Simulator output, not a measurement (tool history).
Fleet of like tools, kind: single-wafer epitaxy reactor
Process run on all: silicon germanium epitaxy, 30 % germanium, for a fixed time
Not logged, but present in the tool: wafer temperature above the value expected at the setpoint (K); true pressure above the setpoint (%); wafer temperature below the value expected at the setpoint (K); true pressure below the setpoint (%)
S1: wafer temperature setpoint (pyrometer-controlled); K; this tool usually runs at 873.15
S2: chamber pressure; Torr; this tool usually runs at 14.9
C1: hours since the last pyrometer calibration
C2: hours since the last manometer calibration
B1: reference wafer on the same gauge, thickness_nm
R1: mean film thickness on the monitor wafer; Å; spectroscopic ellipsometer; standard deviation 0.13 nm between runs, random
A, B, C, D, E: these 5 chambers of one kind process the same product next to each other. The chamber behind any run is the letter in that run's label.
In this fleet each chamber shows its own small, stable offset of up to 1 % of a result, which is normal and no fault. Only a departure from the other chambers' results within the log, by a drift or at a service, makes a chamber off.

Run 1C, day 0.454: usual settings; C1 1963.2; C2 419.6; B1 53.501. Result: R1 524.34 Å.
Run 2E, day 0.846: usual settings; C1 802.4; C2 1221.5; B1 53.520. Result: R1 521.23 Å.
Run 3A, day 1.392: usual settings; C1 954.2; C2 704.1; B1 53.531. Result: R1 520.73 Å.
Run 4B, day 1.921: usual settings; C1 781.9; C2 82.3; B1 53.497. Result: R1 524.53 Å.
Run 5D, day 2.442: usual settings; C1 443.4; C2 770.7; B1 53.490. Result: R1 527.53 Å.
Run 6E, day 2.704: usual settings; C1 847.0; C2 1266.1; B1 53.483. Result: R1 523.33 Å.
Run 7D, day 3.033: usual settings; C1 457.6; C2 784.9; B1 53.471. Result: R1 526.66 Å.
Run 8C, day 3.521: usual settings; C1 2036.8; C2 493.2; B1 53.504. Result: R1 523.58 Å.
Run 9A, day 4.117: usual settings; C1 1019.6; C2 769.5; B1 53.500. Result: R1 521.86 Å.
Run 10B, day 4.508: usual settings but S1 859.15 K, S2 16.5 Torr; C1 844.0; C2 144.4; B1 53.507. Result: R1 421.39 Å.
Run 11E, day 4.829: usual settings but S1 859.15 K, S2 16.5 Torr; C1 898.0; C2 1317.1; B1 53.506. Result: R1 419.85 Å.
Run 12B, day 5.425: usual settings but S1 859.15 K, S2 16.5 Torr; C1 866.0; C2 166.4; B1 53.512. Result: R1 421.36 Å.
Run 13D, day 5.996: usual settings but S1 859.15 K, S2 16.5 Torr; C1 528.7; C2 856.0; B1 53.478. Result: R1 423.92 Å.
Run 14A, day 6.262: usual settings but S1 859.15 K, S2 16.5 Torr; C1 1071.1; C2 821.0; B1 53.535. Result: R1 417.47 Å.
Run 15C, day 6.638: usual settings; C1 2111.6; C2 568.0; B1 53.472. Result: R1 525.89 Å.
Run 16B, day 6.996: usual settings; C1 903.7; C2 204.1; B1 53.475. Result: R1 525.23 Å.
Run 17A, day 7.329: usual settings; C1 1096.7; C2 846.6; B1 53.512. Result: R1 519.10 Å.
Run 18D, day 7.704: usual settings; C1 569.7; C2 897.0; B1 53.545. Result: R1 528.28 Å.
At day 7.717: chamber D: capacitance manometer re-zeroed and calibrated.
Run 19E, day 8.288: usual settings; C1 981.0; C2 1400.1; B1 53.511. Result: R1 519.95 Å.
Run 20C, day 8.592: usual settings; C1 2158.5; C2 614.9; B1 53.474. Result: R1 523.84 Å.
Run 21B, day 8.896: usual settings; C1 949.3; C2 249.7; B1 53.509. Result: R1 526.88 Å.
Run 22A, day 9.425: usual settings; C1 1147.0; C2 896.9; B1 53.504. Result: R1 518.45 Å.
Run 23E, day 9.875: usual settings; C1 1019.1; C2 1438.2; B1 53.513. Result: R1 516.21 Å.
Run 24C, day 10.279: usual settings; C1 2199.0; C2 655.4; B1 53.510. Result: R1 524.28 Å.
Run 25D, day 10.875: usual settings; C1 645.8; C2 75.8; B1 53.515. Result: R1 528.54 Å.
Run 26C, day 11.158: usual settings; C1 2220.1; C2 676.5; B1 53.501. Result: R1 525.88 Å.
Run 27B, day 11.508: usual settings; C1 1012.0; C2 312.4; B1 53.488. Result: R1 524.47 Å.
Run 28A, day 11.796: usual settings; C1 1203.9; C2 953.8; B1 53.510. Result: R1 521.13 Å.
Run 29D, day 12.258: usual settings but S2 17.5 Torr; C1 679.0; C2 109.0; B1 53.516. Result: R1 562.66 Å.
Run 30E, day 12.579: usual settings but S2 17.5 Torr; C1 1084.0; C2 1503.1; B1 53.499. Result: R1 551.92 Å.
Run 31E, day 12.958: usual settings but S2 17.5 Torr; C1 1093.1; C2 1512.2; B1 53.491. Result: R1 551.48 Å.
Run 32A, day 13.500: usual settings but S2 17.5 Torr; C1 1244.8; C2 994.7; B1 53.500. Result: R1 552.42 Å.
Run 33D, day 13.875: usual settings but S2 17.5 Torr; C1 717.8; C2 147.8; B1 53.505. Result: R1 563.26 Å.
Run 34B, day 14.150: usual settings; C1 1075.4; C2 375.8; B1 53.550. Result: R1 526.45 Å.

Decide between three cases: one chamber stands off from its peers, the gauge reading all wafers drifts, or nothing is wrong past each chamber's small offset. Where a chamber is off, say which and what most likely put it there.

Chamber E drifts away from the others.
What lies behind it: wafer temperature below the value expected at the setpoint (K) = 0.778.
It could be hard to tell apart here from: true pressure below the setpoint (%).

Chamber E could run next with any of the 4 candidate recipes listed below; each alters the usual settings, and their results appear as question marks. Which one brings its results back in line with what the other chambers deliver on the usual settings?
A result is in line if it is within this distance of the other chambers' mean on the usual settings: R1 4.60 Å
Run 35E-1, day 14.583: usual settings but S2 14.3 Torr. Result: R1 ?.
Run 35E-2, day 14.583: usual settings but S2 13.7 Torr. Result: R1 ?.
Run 35E-3, day 14.583: usual settings but S2 16.1 Torr. Result: R1 ?.
Run 35E-4, day 14.583: usual settings but S2 15.5 Torr. Result: R1 ?.

Average result of the remaining chambers running the usual settings: R1 524.59 Å
  run      R1
35E-1  506.66
35E-2  498.07
35E-3  531.20
35E-4  523.21
35E-4 puts the chamber back in line with the other chambers.
